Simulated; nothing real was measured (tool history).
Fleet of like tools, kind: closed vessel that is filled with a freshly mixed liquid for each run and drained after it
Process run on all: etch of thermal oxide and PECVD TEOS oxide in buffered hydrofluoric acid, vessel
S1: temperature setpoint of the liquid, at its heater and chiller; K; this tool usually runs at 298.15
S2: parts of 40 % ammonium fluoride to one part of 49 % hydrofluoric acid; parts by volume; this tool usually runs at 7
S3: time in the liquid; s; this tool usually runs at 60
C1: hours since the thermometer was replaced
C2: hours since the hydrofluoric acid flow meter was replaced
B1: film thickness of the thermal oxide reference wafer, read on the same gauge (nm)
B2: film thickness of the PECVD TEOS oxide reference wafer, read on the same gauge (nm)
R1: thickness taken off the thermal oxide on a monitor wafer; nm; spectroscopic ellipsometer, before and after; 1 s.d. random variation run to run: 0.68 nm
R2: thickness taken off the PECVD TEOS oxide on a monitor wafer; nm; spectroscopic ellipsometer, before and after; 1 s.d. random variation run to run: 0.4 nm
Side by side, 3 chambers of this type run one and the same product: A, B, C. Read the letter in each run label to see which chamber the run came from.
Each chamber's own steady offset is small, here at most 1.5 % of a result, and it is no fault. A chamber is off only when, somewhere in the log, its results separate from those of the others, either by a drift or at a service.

run,hour,S1,S2,S3,C1,C2,B1,B2,R1,R2
1B,4.7,298.15,7,60,1310.3,81.2,110.00,130.00,99.097,110.770
2C,9.4,298.15,7,60,2586.3,1288.4,110.00,130.01,99.058,110.190
3A,15.6,298.15,7,60,115.6,1251.5,110.00,130.00,99.817,109.720
4A,22.5,298.15,7,60,122.5,1258.4,109.96,130.01,99.242,109.070
5C,26.3,298.15,7,60,2603.2,1305.3,110.03,130.00,98.377,110.750
6B,30.1,298.15,8,60,1335.7,106.6,110.01,130.01,85.529,96.288
# hour 34.0: chamber C: thermometer replaced
7C,36.9,298.15,8,60,2.9,1315.9,110.01,130.00,85.503,95.811
8A,42.4,298.15,8,60,142.4,1278.3,110.07,130.01,86.563,94.471
9B,48.9,298.15,7,60,1354.5,125.4,110.00,129.97,100.640,111.280
10A,55.9,298.15,7,60,155.9,1291.8,110.00,130.01,101.150,109.650
11B,61.8,298.15,7,60,1367.4,138.3,109.95,129.99,97.862,110.900
12C,65.6,298.15,7,60,31.6,1344.6,109.98,129.99,99.236,111.690
13C,69.7,298.15,7,60,35.7,1348.7,109.99,130.01,99.077,111.860
14A,73.5,298.15,7,60,173.5,1309.4,110.00,129.99,99.464,109.340
15B,76.8,298.15,7,60,1382.4,153.3,109.96,130.02,100.490,111.050
16A,80.9,298.15,7,60,180.9,1316.8,109.98,130.01,99.167,110.010
17B,86.3,298.15,7,60,1391.9,162.8,109.99,130.02,99.409,111.130
18C,92.9,296.65,5,60,58.9,1371.9,109.95,129.99,121.340,135.490
19C,96.8,296.65,5,60,62.8,1375.8,110.00,130.00,120.140,136.210
20A,100.5,296.65,5,60,200.5,1336.4,109.99,130.02,122.000,134.280
21B,104.4,298.15,7,60,1410.0,180.9,109.99,129.99,98.150,111.020
22A,107.8,298.15,5,60,207.8,1343.7,109.99,130.01,133.550,146.120
23C,113.9,298.15,5,60,79.9,1392.9,109.96,129.99,129.190,147.430
24B,119.0,298.15,5,60,1424.6,195.5,110.03,130.00,132.530,148.720
25C,125.5,302.15,7,60,91.5,1404.5,110.01,130.01,123.510,137.000
26B,131.3,302.15,7,60,1436.9,207.8,109.99,130.00,121.520,136.380

Next, all 3 chambers run the settings below, one line each with question marks for the results. What does each chamber give?
27A,136.5,298.15,7,60,,,,,?,?
27B,136.5,298.15,7,60,,,,,?,?
27C,136.5,298.15,7,60,,,,,?,?

run,R1,R2
27A,99.629,109.450
27B,100.420,111.080
27C,97.989,111.650

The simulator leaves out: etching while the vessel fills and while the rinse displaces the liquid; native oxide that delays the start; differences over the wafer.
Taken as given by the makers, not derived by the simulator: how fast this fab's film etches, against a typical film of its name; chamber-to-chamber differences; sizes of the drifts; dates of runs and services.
